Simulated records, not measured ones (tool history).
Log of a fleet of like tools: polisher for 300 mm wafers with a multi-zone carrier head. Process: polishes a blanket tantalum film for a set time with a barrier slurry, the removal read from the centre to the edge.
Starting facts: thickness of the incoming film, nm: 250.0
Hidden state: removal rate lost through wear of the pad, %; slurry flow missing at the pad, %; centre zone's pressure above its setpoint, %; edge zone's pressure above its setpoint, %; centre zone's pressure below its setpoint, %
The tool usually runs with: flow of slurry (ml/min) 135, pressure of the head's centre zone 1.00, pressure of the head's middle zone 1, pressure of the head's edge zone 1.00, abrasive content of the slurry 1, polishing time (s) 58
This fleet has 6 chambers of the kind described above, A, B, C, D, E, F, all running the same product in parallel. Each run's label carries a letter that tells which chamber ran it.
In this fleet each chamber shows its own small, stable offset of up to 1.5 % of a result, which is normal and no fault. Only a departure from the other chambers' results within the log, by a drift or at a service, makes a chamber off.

run	hour	flow of slurry (ml/min)	pressure of the head's centre zone	pressure of the head's middle zone	pressure of the head's edge zone	abrasive content of the slurry	polishing time (s)	wafers polished on this pad	hours since the slurry nozzle was cleaned	hours since the centre zone pressure was calibrated	hours since the edge zone pressure was calibrated	film removed at the wafer's centre (angstrom)	film removed at mid-radius (angstrom)	film removed at the wafer's edge (angstrom)
# hour 3.6: chamber A: worn pad replaced by a new one
1A	4.0	135	1.00	1	1.00	1	58	5	26.6	584.8	546.0	715.74	706.67	709.21
# hour 6.1: chamber B: worn pad replaced by a new one
2E	6.3	135	1.00	1	1.00	1	58	333	360.5	242.6	166.6	712.21	700.49	707.02
3B	8.9	135	1.00	1	1.00	1	58	33	30.7	201.0	1471.2	700.49	708.08	704.24
4D	12.0	135	1.00	1	1.00	1	58	463	59.6	907.0	590.3	692.92	707.56	715.96
5C	15.6	135	1.00	1	1.00	1	58	713	527.5	552.1	40.9	714.65	699.71	705.75
6F	18.7	135	1.00	1	1.00	1	58	311	630.8	687.3	519.1	711.42	710.62	727.47
7A	21.9	135	1.00	1	1.00	1	66	213	44.5	602.7	563.9	814.17	799.87	824.58
8F	24.9	135	1.00	1	1.00	1	66	383	637.0	693.5	525.3	824.16	809.60	806.01
# hour 28.2: chamber E: worn pad replaced by a new one
9D	28.5	135	1.00	1	1.00	1	66	654	76.1	923.5	606.8	802.01	794.88	809.43
10B	31.9	135	1.00	1	1.00	1	66	300	53.7	224.0	1494.2	793.01	804.82	800.02
11C	35.4	135	1.00	1	1.00	1	66	943	547.3	571.9	60.7	814.63	795.01	798.22
# hour 35.8: chamber B: edge zone pressure recalibrated
# hour 38.3: chamber A: centre zone pressure recalibrated
12E	38.6	135	1.00	1	1.00	1	66	121	392.8	274.9	198.9	820.14	796.80	818.46
# hour 40.7: chamber F: worn pad replaced by a new one
# hour 41.4: chamber F: slurry nozzle cleaned
13C	42.8	135	1.00	1	1.00	1	58	1029	554.7	579.3	68.1	723.61	719.96	706.11
14D	46.9	135	1.00	1	1.00	1	58	868	94.5	941.9	625.2	695.49	704.45	712.76
# hour 47.3: chamber C: worn pad replaced by a new one
15F	49.0	135	1.00	1	1.00	1	58	97	7.6	717.6	549.4	713.27	696.18	713.49
16A	50.9	135	1.00	1	1.00	1	58	550	73.5	12.7	592.9	709.90	724.59	723.24
17E	54.8	135	1.00	1	1.00	1	58	310	409.0	291.1	215.1	708.34	715.36	702.07
18B	56.9	135	1.00	1	1.00	1	58	591	78.7	249.0	21.2	701.17	704.88	707.45
# hour 57.4: chamber D: centre zone pressure recalibrated
19C	61.0	135	1.00	1	1.00	1	58	160	572.9	597.5	86.3	716.45	704.54	712.17
20B	63.4	135	1.00	1	1.00	1	58	666	85.2	255.5	27.7	696.58	710.73	721.60
21D	67.2	135	1.00	1	1.00	1	58	1104	114.8	9.8	645.5	668.36	705.90	723.26
22F	69.8	135	1.11	1	1.00	1	74	338	28.4	738.4	570.2	1040.10	899.88	895.28
23A	73.7	135	1.11	1	1.00	1	74	815	96.3	35.5	615.7	999.96	910.85	907.92
24E	77.0	135	1.11	1	1.00	1	74	568	431.2	313.3	237.3	1005.00	892.73	888.91
25E	79.6	135	1.11	1	1.00	1	74	598	433.8	315.9	239.9	1020.90	898.47	922.54
26C	83.0	135	1.11	1	1.00	1	74	415	594.9	619.5	108.3	1018.00	903.93	907.15
# hour 84.7: chamber B: worn pad replaced by a new one
# hour 85.6: chamber E: worn pad replaced by a new one
27D	85.8	135	1.11	1	1.00	1	74	1320	133.4	28.4	664.1	947.65	896.29	908.21
28F	89.9	135	1.00	1	1.04	1	58	572	48.5	758.5	590.3	720.90	690.49	737.37
# hour 90.1: chamber F: worn pad replaced by a new one
# hour 92.0: chamber F: edge zone pressure recalibrated
29A	94.1	135	1.00	1	1.04	1	58	1052	116.7	55.9	636.1	717.91	714.74	705.72
30B	96.2	135	1.00	1	1.04	1	58	133	118.0	288.3	60.5	702.72	707.20	710.88
31F	99.1	135	1.00	1	1.04	1	58	105	57.7	767.7	7.1	712.99	713.08	745.16
# hour 100.6: chamber F: centre zone pressure recalibrated
32B	102.8	135	1.00	1	1.04	1	58	210	124.6	294.9	67.1	691.55	715.11	736.69
33E	104.8	135	1.00	1	1.04	1	58	224	459.0	341.1	265.1	714.09	713.04	732.00
# hour 106.5: chamber D: worn pad replaced by a new one
34D	106.7	135	1.00	1	1.00	1	58	2	154.3	49.3	685.0	666.55	703.73	703.72
35C	108.9	135	1.00	1	1.00	1	58	716	620.8	645.4	134.2	724.29	716.98	711.66
36A	111.3	135	1.00	1	1.00	1	58	1252	133.9	73.1	653.3	713.08	716.11	710.09
37B	114.8	135	1.00	1	1.00	1	58	349	136.6	306.9	79.1	706.41	707.21	693.04
38C	118.6	135	1.00	1	1.00	1	58	829	630.5	655.1	143.9	714.00	709.25	708.69
39F	121.9	135	1.00	1	1.00	1	58	370	80.5	21.3	29.9	715.16	702.78	709.31
# hour 123.3: chamber A: worn pad replaced by a new one
40A	126.0	135	1.00	1	1.00	1	58	32	148.6	87.8	668.0	707.54	718.90	701.32
41D	127.9	135	1.00	1	1.00	1	58	248	175.5	70.5	706.2	663.65	691.44	711.14

Decide between three cases: one chamber stands off from its peers, the gauge reading all wafers drifts, or nothing is wrong past each chamber's small offset. Where a chamber is off, say which and what most likely put it there.

After it was serviced, chamber D no longer matches the other chambers.
What lies behind it: centre zone's pressure below its setpoint, % = 5.16.

Chamber D could run next with any of the 4 candidate recipes listed below; each alters the usual settings, and their results appear as question marks. Which one brings its results back in line with what the other chambers deliver on the usual settings?
In line means no further than this from the other chambers' mean on the usual settings: film removed at the wafer's centre (angstrom) 22.00; film removed at mid-radius (angstrom) 22.00; film removed at the wafer's edge (angstrom) 33.00
42D-1	131.0	140	1.05	0.99	0.98	1	58					?	?	?
42D-2	131.0	130	0.95	1.01	1.02	1	58					?	?	?
42D-3	131.0	135	0.99	1.00	1.00	1	58					?	?	?
42D-4	131.0	135	1.01	1.00	1.00	1	58					?	?	?

Average result of the remaining chambers running the usual settings: film removed at the wafer's centre (angstrom) 711.91; film removed at mid-radius (angstrom) 708.83; film removed at the wafer's edge (angstrom) 710.35
run	film removed at the wafer's centre (angstrom)	film removed at mid-radius (angstrom)	film removed at the wafer's edge (angstrom)
42D-1	704.09	699.82	702.80
42D-2	620.34	701.80	709.54
42D-3	654.90	701.08	706.35
42D-4	669.29	701.00	706.35
With 42D-1, the chamber falls back in line with the rest.
